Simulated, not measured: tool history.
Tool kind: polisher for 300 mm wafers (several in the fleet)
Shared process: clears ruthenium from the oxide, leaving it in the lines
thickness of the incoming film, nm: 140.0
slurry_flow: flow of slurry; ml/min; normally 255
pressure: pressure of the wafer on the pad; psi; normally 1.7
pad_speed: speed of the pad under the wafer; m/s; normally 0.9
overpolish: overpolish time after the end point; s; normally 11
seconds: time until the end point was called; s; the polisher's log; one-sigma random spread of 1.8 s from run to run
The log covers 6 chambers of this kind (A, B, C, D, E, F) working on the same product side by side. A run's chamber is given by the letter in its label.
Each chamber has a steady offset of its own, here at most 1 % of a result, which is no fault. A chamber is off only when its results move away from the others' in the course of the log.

Run 1F, day 0.338: usual settings. Result: seconds 176.08 s.
At day 0.588: chamber B: worn pad replaced by a new one.
At day 0.738: chamber D: slurry nozzle cleaned.
Run 2E, day 0.888: usual settings. Result: seconds 176.93 s.
Run 3D, day 1.171: usual settings. Result: seconds 179.95 s.
Run 4C, day 1.671: usual settings. Result: seconds 177.52 s.
At day 2.233: chamber E: worn pad replaced by a new one.
Run 5A, day 2.25: usual settings. Result: seconds 177.1 s.
At day 2.342: chamber D: worn pad replaced by a new one.
Run 6B, day 2.667: usual settings. Result: seconds 176.91 s.
Run 7B, day 3.125: usual settings. Result: seconds 179.1 s.
At day 3.342: chamber B: slurry nozzle cleaned.
Run 8E, day 3.488: usual settings. Result: seconds 177.6 s.
Run 9C, day 3.821: usual settings. Result: seconds 181.05 s.
Run 10F, day 4.238: usual settings. Result: seconds 175.68 s.
Run 11D, day 4.608: usual settings. Result: seconds 180.96 s.
At day 4.633: chamber F: worn pad replaced by a new one.
At day 4.988: chamber E: slurry nozzle cleaned.
Run 12A, day 5.146: usual settings. Result: seconds 174.85 s.
Run 13C, day 5.617: usual settings but overpolish 13 s. Result: seconds 179.92 s.
Run 14D, day 5.975: usual settings but overpolish 13 s. Result: seconds 178 s.
At day 6.192: chamber E: worn pad replaced by a new one.
Run 15B, day 6.283: usual settings but overpolish 13 s. Result: seconds 179.49 s.
Run 16A, day 6.838: usual settings but overpolish 13 s. Result: seconds 174.54 s.
At day 6.971: chamber A: worn pad replaced by a new one.
At day 7.054: chamber C: worn pad replaced by a new one.
Run 17F, day 7.238: usual settings but overpolish 13 s. Result: seconds 178.82 s.
Run 18E, day 7.821: usual settings but overpolish 13 s. Result: seconds 174.74 s.
Run 19E, day 8.188: usual settings. Result: seconds 175.86 s.
Run 20B, day 8.679: usual settings. Result: seconds 179.09 s.
At day 8.908: chamber B: worn pad replaced by a new one.
Run 21A, day 9.129: usual settings. Result: seconds 174.82 s.
At day 9.254: chamber E: worn pad replaced by a new one.
At day 9.317: chamber A: head pressure recalibrated.
Run 22D, day 9.538: usual settings. Result: seconds 180.61 s.
At day 9.817: chamber D: worn pad replaced by a new one.
Run 23C, day 9.867: usual settings. Result: seconds 176.37 s.
Run 24F, day 10.325: usual settings but slurry_flow 190 ml/min, overpolish 6 s. Result: seconds 185.97 s.
Run 25D, day 10.633: usual settings but slurry_flow 190 ml/min, overpolish 6 s. Result: seconds 181.65 s.
At day 11.075: chamber B: head pressure recalibrated.
Run 26E, day 11.138: usual settings but slurry_flow 190 ml/min, overpolish 6 s. Result: seconds 180.49 s.
At day 11.388: chamber F: worn pad replaced by a new one.
Run 27B, day 11.575: usual settings but slurry_flow 190 ml/min, overpolish 6 s. Result: seconds 182.29 s.
Run 28A, day 11.871: usual settings but slurry_flow 190 ml/min, overpolish 6 s. Result: seconds 204.41 s.
Run 29C, day 12.25: usual settings but slurry_flow 190 ml/min, overpolish 6 s. Result: seconds 184.4 s.
Run 30F, day 12.75: usual settings. Result: seconds 180.92 s.
At day 12.775: chamber E: worn pad replaced by a new one.
Run 31E, day 13.117: usual settings but pad_speed 0.62 m/s, overpolish 14 s. Result: seconds 252.23 s.
Run 32D, day 13.738: usual settings but pad_speed 0.62 m/s, overpolish 14 s. Result: seconds 257.5 s.
Run 33C, day 14.258: usual settings but pad_speed 0.62 m/s, overpolish 14 s. Result: seconds 262.4 s.
Run 34F, day 14.617: usual settings but pad_speed 0.62 m/s, overpolish 14 s. Result: seconds 258.88 s.
At day 14.85: chamber A: slurry nozzle cleaned.
Run 35A, day 14.971: usual settings but pad_speed 0.62 m/s, overpolish 14 s. Result: seconds 288.45 s.
Run 36B, day 15.462: usual settings but pad_speed 0.62 m/s, overpolish 14 s. Result: seconds 256.51 s.
At day 15.904: chamber A: worn pad replaced by a new one.
Run 37D, day 15.917: usual settings. Result: seconds 178.23 s.
Run 38F, day 16.325: usual settings. Result: seconds 177.07 s.
At day 16.875: chamber E: worn pad replaced by a new one.
Run 39B, day 16.896: usual settings. Result: seconds 177.72 s.
Run 40E, day 17.292: usual settings. Result: seconds 176.52 s.
Run 41A, day 17.775: usual settings. Result: seconds 197.87 s.

Next, all 6 chambers run the settings below, one line each with question marks for the results. What does each chamber give?
Run 42A, day 18.221: usual settings. Result: seconds ?.
Run 42B, day 18.221: usual settings. Result: seconds ?.
Run 42C, day 18.221: usual settings. Result: seconds ?.
Run 42D, day 18.221: usual settings. Result: seconds ?.
Run 42E, day 18.221: usual settings. Result: seconds ?.
Run 42F, day 18.221: usual settings. Result: seconds ?.

run  seconds
42A   196.04
42B   178.48
42C   177.83
42D   183.08
42E   178.87
42F   175.36

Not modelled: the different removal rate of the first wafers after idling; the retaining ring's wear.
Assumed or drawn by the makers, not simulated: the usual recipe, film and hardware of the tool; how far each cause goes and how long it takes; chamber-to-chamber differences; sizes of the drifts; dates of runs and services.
